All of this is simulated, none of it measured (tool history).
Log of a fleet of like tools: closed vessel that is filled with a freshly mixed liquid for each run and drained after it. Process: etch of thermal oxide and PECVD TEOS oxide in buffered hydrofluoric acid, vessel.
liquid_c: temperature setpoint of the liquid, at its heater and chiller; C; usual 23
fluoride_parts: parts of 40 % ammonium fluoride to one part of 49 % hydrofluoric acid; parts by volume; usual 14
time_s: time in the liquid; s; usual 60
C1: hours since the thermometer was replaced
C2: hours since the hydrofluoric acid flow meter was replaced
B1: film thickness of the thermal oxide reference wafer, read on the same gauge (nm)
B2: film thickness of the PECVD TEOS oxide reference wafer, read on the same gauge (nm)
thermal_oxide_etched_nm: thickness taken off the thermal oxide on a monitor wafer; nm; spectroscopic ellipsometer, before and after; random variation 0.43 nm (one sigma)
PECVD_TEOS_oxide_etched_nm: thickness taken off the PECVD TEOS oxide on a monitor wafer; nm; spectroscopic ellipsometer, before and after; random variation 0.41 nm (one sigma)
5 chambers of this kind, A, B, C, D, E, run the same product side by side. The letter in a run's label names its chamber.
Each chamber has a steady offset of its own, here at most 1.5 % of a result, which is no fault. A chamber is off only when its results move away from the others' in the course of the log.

Run 1D, day 0.588: usual settings; C1 328; C2 363.3; B1 90.004; B2 40.02. Result: thermal_oxide_etched_nm 45.715 nm, PECVD_TEOS_oxide_etched_nm 100.32 nm.
Run 2B, day 1.129: usual settings; C1 238.9; C2 2184.1; B1 89.981; B2 39.999. Result: thermal_oxide_etched_nm 45.869 nm, PECVD_TEOS_oxide_etched_nm 100.22 nm.
Run 3C, day 1.667: usual settings; C1 1921; C2 629.1; B1 90; B2 40.011. Result: thermal_oxide_etched_nm 46.447 nm, PECVD_TEOS_oxide_etched_nm 99.789 nm.
Run 4E, day 2.3: usual settings; C1 1513.2; C2 1711.1; B1 89.975; B2 40.014. Result: thermal_oxide_etched_nm 46.107 nm, PECVD_TEOS_oxide_etched_nm 100.83 nm.
At day 2.729: chamber C: thermometer replaced.
Run 5A, day 2.942: usual settings; C1 163.9; C2 704.1; B1 90.001; B2 39.995. Result: thermal_oxide_etched_nm 45.719 nm, PECVD_TEOS_oxide_etched_nm 100.25 nm.
Run 6D, day 3.392: usual settings; C1 395.3; C2 430.6; B1 89.989; B2 40.013. Result: thermal_oxide_etched_nm 46.154 nm, PECVD_TEOS_oxide_etched_nm 100.44 nm.
Run 7C, day 3.825: usual settings; C1 26.3; C2 680.9; B1 89.98; B2 39.992. Result: thermal_oxide_etched_nm 46.286 nm, PECVD_TEOS_oxide_etched_nm 99.96 nm.
At day 3.946: chamber D: hydrofluoric acid flow meter replaced.
Run 8E, day 4.379: usual settings; C1 1563.1; C2 1761; B1 89.996; B2 39.998. Result: thermal_oxide_etched_nm 46.23 nm, PECVD_TEOS_oxide_etched_nm 101.52 nm.
Run 9B, day 4.821: usual settings; C1 327.5; C2 2272.7; B1 89.983; B2 40.007. Result: thermal_oxide_etched_nm 45.677 nm, PECVD_TEOS_oxide_etched_nm 100.72 nm.
Run 10A, day 5.362: usual settings; C1 222; C2 762.2; B1 89.99; B2 40.015. Result: thermal_oxide_etched_nm 46.685 nm, PECVD_TEOS_oxide_etched_nm 101.12 nm.
At day 5.771: chamber B: hydrofluoric acid flow meter replaced.
Run 11A, day 5.883: usual settings; C1 234.5; C2 774.7; B1 90.004; B2 39.987. Result: thermal_oxide_etched_nm 46.809 nm, PECVD_TEOS_oxide_etched_nm 100.92 nm.
Run 12B, day 6.321: usual settings; C1 363.5; C2 13.2; B1 90; B2 39.993. Result: thermal_oxide_etched_nm 45.314 nm, PECVD_TEOS_oxide_etched_nm 99.341 nm.
Run 13C, day 6.742: usual settings; C1 96.3; C2 750.9; B1 89.986; B2 40.004. Result: thermal_oxide_etched_nm 45.824 nm, PECVD_TEOS_oxide_etched_nm 99.173 nm.
Run 14E, day 7.088: usual settings; C1 1628.1; C2 1826; B1 89.991; B2 40.003. Result: thermal_oxide_etched_nm 46.116 nm, PECVD_TEOS_oxide_etched_nm 101.45 nm.
Run 15D, day 7.512: usual settings; C1 494.2; C2 85.7; B1 89.985; B2 39.994. Result: thermal_oxide_etched_nm 45.809 nm, PECVD_TEOS_oxide_etched_nm 100.28 nm.
Run 16C, day 8.129: usual settings; C1 129.6; C2 784.2; B1 90.004; B2 39.979. Result: thermal_oxide_etched_nm 45.893 nm, PECVD_TEOS_oxide_etched_nm 99.204 nm.
Run 17E, day 8.462: usual settings; C1 1661.1; C2 1859; B1 90.003; B2 40. Result: thermal_oxide_etched_nm 45.918 nm, PECVD_TEOS_oxide_etched_nm 100.97 nm.
Run 18D, day 8.958: usual settings but fluoride_parts 10.5 parts by volume, time_s 40 s; C1 528.9; C2 120.4; B1 89.985; B2 40.005. Result: thermal_oxide_etched_nm 40.124 nm, PECVD_TEOS_oxide_etched_nm 88.452 nm.
Run 19B, day 9.479: usual settings but fluoride_parts 10.5 parts by volume, time_s 40 s; C1 439.3; C2 89; B1 90.012; B2 39.986. Result: thermal_oxide_etched_nm 41.257 nm, PECVD_TEOS_oxide_etched_nm 88.129 nm.
Run 20A, day 9.871: usual settings but fluoride_parts 10.5 parts by volume, time_s 40 s; C1 330.2; C2 870.4; B1 90.011; B2 39.996. Result: thermal_oxide_etched_nm 40.975 nm, PECVD_TEOS_oxide_etched_nm 89.769 nm.
Run 21B, day 10.154: usual settings but fluoride_parts 10.5 parts by volume, time_s 40 s; C1 455.5; C2 105.2; B1 90.012; B2 39.989. Result: thermal_oxide_etched_nm 40.394 nm, PECVD_TEOS_oxide_etched_nm 88.356 nm.
Run 22A, day 10.7: usual settings but fluoride_parts 10.5 parts by volume, time_s 40 s; C1 350.1; C2 890.3; B1 90.011; B2 40.009. Result: thermal_oxide_etched_nm 40.511 nm, PECVD_TEOS_oxide_etched_nm 89.457 nm.
Run 23D, day 11.321: usual settings; C1 585.6; C2 177.1; B1 90.021; B2 40.006. Result: thermal_oxide_etched_nm 45.953 nm, PECVD_TEOS_oxide_etched_nm 100.74 nm.
Run 24E, day 11.662: usual settings; C1 1737.9; C2 1935.8; B1 89.995; B2 40.009. Result: thermal_oxide_etched_nm 45.833 nm, PECVD_TEOS_oxide_etched_nm 101.37 nm.
Run 25C, day 12.196: usual settings; C1 227.2; C2 881.8; B1 89.993; B2 39.979. Result: thermal_oxide_etched_nm 45.713 nm, PECVD_TEOS_oxide_etched_nm 99.377 nm.
Run 26D, day 12.762: usual settings; C1 620.2; C2 211.7; B1 89.988; B2 40.022. Result: thermal_oxide_etched_nm 45.926 nm, PECVD_TEOS_oxide_etched_nm 101.37 nm.
Run 27A, day 13.196: usual settings; C1 410; C2 950.2; B1 89.999; B2 40.014. Result: thermal_oxide_etched_nm 46.392 nm, PECVD_TEOS_oxide_etched_nm 100.5 nm.
Run 28B, day 13.812: usual settings; C1 543.3; C2 193; B1 90.013; B2 39.988. Result: thermal_oxide_etched_nm 46.334 nm, PECVD_TEOS_oxide_etched_nm 100.38 nm.
Run 29E, day 14.179: usual settings; C1 1798.3; C2 1996.2; B1 90.01; B2 39.99. Result: thermal_oxide_etched_nm 46.164 nm, PECVD_TEOS_oxide_etched_nm 101.28 nm.
Run 30C, day 14.621: usual settings; C1 285.4; C2 940; B1 89.988; B2 40.006. Result: thermal_oxide_etched_nm 46.591 nm, PECVD_TEOS_oxide_etched_nm 98.865 nm.
Run 31C, day 14.896: usual settings; C1 292; C2 946.6; B1 89.998; B2 39.997. Result: thermal_oxide_etched_nm 45.822 nm, PECVD_TEOS_oxide_etched_nm 99.69 nm.
Run 32D, day 15.488: usual settings; C1 685.6; C2 277.1; B1 89.997; B2 39.987. Result: thermal_oxide_etched_nm 46.266 nm, PECVD_TEOS_oxide_etched_nm 100.95 nm.

All 5 chambers run these settings next. Forecast each chamber's results:
Run 33A, day 15.946: usual settings. Result: thermal_oxide_etched_nm ?, PECVD_TEOS_oxide_etched_nm ?.
Run 33B, day 15.946: usual settings. Result: thermal_oxide_etched_nm ?, PECVD_TEOS_oxide_etched_nm ?.
Run 33C, day 15.946: usual settings. Result: thermal_oxide_etched_nm ?, PECVD_TEOS_oxide_etched_nm ?.
Run 33D, day 15.946: usual settings. Result: thermal_oxide_etched_nm ?, PECVD_TEOS_oxide_etched_nm ?.
Run 33E, day 15.946: usual settings. Result: thermal_oxide_etched_nm ?, PECVD_TEOS_oxide_etched_nm ?.

run  thermal_oxide_etched_nm  PECVD_TEOS_oxide_etched_nm
33A                   45.698                      101.14
33B                   46.606                      100.64
33C                   46.144                      99.462
33D                   46.016                      100.14
33E                   45.529                      102.12
